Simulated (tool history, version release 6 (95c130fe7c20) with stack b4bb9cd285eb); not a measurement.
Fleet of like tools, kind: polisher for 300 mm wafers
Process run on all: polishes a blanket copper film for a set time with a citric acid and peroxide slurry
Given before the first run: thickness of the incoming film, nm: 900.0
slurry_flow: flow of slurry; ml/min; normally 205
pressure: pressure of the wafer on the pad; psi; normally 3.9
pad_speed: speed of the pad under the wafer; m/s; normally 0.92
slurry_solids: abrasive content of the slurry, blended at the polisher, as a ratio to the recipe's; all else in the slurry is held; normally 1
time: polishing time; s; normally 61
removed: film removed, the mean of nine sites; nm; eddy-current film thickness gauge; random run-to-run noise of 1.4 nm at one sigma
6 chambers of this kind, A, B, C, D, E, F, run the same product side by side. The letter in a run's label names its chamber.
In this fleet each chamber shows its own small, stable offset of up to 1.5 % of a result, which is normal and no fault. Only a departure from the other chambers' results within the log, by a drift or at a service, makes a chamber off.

run,hour,slurry_flow,pressure,pad_speed,slurry_solids,time,wafers polished on this pad,hours since the slurry nozzle was cleaned,hours since the head pressure was calibrated,hours since the slurry blender was calibrated,removed
1F,3.6,205,3.9,0.92,1,61,630,457.2,598.9,99.4,133.35
# hour 4.4: chamber D: slurry blender recalibrated
2D,8.3,205,3.9,0.92,1,61,545,163.3,10.6,3.9,130.83
3B,14.2,205,3.9,0.92,1,61,133,317.1,282.6,100.9,134.78
4A,18.1,205,3.9,0.92,1,61,450,563.9,408.1,85.1,134.16
# hour 21.8: chamber E: slurry blender recalibrated
5E,22.7,205,3.9,0.92,1,61,645,100.6,76.7,1,134.21
6C,26.7,180,3.9,0.92,1,61,287,78.4,249.8,160.5,127.98
7C,32.2,180,3.9,0.92,1,61,326,83.9,255.3,166,131.08
# hour 35.1: chamber E: worn pad replaced by a new one
8B,35.5,180,3.9,0.92,1,61,283,338.4,303.9,122.2,133.59
# hour 37.9: chamber A: worn pad replaced by a new one
# hour 40.3: chamber B: slurry blender recalibrated
9E,40.3,180,3.9,0.92,1,61,37,118.2,94.3,18.6,134.88
10A,45.6,180,3.9,0.92,1,61,54,591.4,435.6,112.6,130.71
# hour 48.3: chamber F: slurry nozzle cleaned
11D,51.2,180,3.9,0.92,1,61,847,206.2,53.5,46.8,129.64
12F,54.7,205,3.9,0.92,1,61,989,6.4,650,150.5,132.19
13F,58.7,205,3.9,0.92,1,61,1017,10.4,654,154.5,135.91
14A,63.9,205,3.9,0.92,1,61,183,609.7,453.9,130.9,129.71
# hour 65.3: chamber A: slurry blender recalibrated
15E,67.3,205,3.9,0.92,1,61,226,145.2,121.3,45.6,132.88
16B,70,205,3.9,0.92,1,61,526,372.9,338.4,29.8,135.34
# hour 70.6: chamber C: worn pad replaced by a new one
17D,74.9,205,3.9,0.92,1,61,1013,229.9,77.2,70.5,131.03
18C,79.1,205,3.9,0.92,1,61,59,130.8,302.2,212.9,133.75
19E,84.3,205,3.9,0.92,1,61,346,162.2,138.3,62.6,133.13
# hour 86.4: chamber F: head pressure recalibrated
20A,88.2,205,3.9,0.92,1,61,353,634,478.2,23,131.85
21F,93.1,205,3.9,0.68,1,68,1259,44.8,6.8,188.9,102.18
# hour 93.7: chamber D: worn pad replaced by a new one
# hour 96: chamber A: slurry nozzle cleaned
22B,96.7,205,3.9,0.68,1,68,713,399.6,365.1,56.5,109.67
23C,101.2,205,3.9,0.68,1,68,215,152.9,324.3,235,109.03
24D,106.5,205,3.9,0.68,1,68,90,261.5,108.8,102.1,108.76
25E,112.6,205,3.9,0.68,1,68,545,190.5,166.6,90.9,111.41
# hour 113.8: chamber E: worn pad replaced by a new one
# hour 113.9: chamber D: slurry blender recalibrated
26F,116.4,205,3.9,0.68,1,68,1423,68.1,30.1,212.2,104.98
# hour 120.9: chamber A: worn pad replaced by a new one
27A,121.2,205,3.9,0.92,1,61,2,25.2,511.2,56,134.61
28D,124.9,205,3.9,0.92,1,61,219,279.9,127.2,11.1,133.15
# hour 129.3: chamber E: slurry blender recalibrated
# hour 130.1: chamber F: worn pad replaced by a new one
29C,130.6,205,3.9,0.92,1,61,421,182.3,353.7,264.4,131.51
30B,133.2,205,3.9,0.92,1,61,970,436.1,401.6,93,138.09
31F,138.9,205,3.9,0.92,1,61,62,90.6,52.6,234.7,127.32
32B,141.7,205,3.9,0.92,1,61,1029,444.6,410.1,101.5,135.18
# hour 143.9: chamber C: worn pad replaced by a new one
# hour 146.5: chamber C: slurry blender recalibrated
33A,146.7,205,3.9,0.92,1,61,181,50.7,536.7,81.5,133.8
34C,151,205,3.9,0.92,1,61,49,202.7,374.1,4.6,132.65
35E,154.6,205,3.9,0.92,1,61,287,232.5,208.6,25.4,133.16
36D,159,205,3.9,0.92,1,61,459,314,161.3,45.2,131.46
37B,164.5,205,3.9,0.92,1,61,1190,467.4,432.9,124.3,135
38A,167.6,205,3.9,0.92,1,61,328,71.6,557.6,102.4,133.86
39F,173,205,3.9,0.92,1,61,302,124.7,86.7,268.8,124.2
40E,178.1,205,3.9,0.92,1,61,452,256,232.1,48.9,132.71
41C,184,205,3.9,0.92,1,61,281,235.7,407.1,37.6,131.59

Is one chamber off against the others, does the gauge drift, or is nothing wrong? If a chamber is off, say which, and what the likeliest cause is.

Chamber F has stood off from the others ever since a service on it.
Cause: head's pressure below its setpoint, % = 7.03.

Which of the 4 candidates below, each the usual settings with something changed and its results left as question marks, puts chamber F back in line with what the other chambers give on the usual settings?
Allowed miss from the other chambers' usual-settings mean, per result, to count as in line: removed 4.8 nm
42F-1,188.4,205,3.9,0.92,1,58,,,,,?
42F-2,188.4,285,3.9,0.92,1.4,61,,,,,?
42F-3,188.4,205,4.1,0.92,1,61,,,,,?
42F-4,188.4,205,3.9,0.8,1,61,,,,,?

On the usual settings, the other chambers give on average: removed 132.99 nm
run,removed
42F-1,119.01
42F-2,139.79
42F-3,131.35
42F-4,109.26
42F-3 brings the chamber back in line.

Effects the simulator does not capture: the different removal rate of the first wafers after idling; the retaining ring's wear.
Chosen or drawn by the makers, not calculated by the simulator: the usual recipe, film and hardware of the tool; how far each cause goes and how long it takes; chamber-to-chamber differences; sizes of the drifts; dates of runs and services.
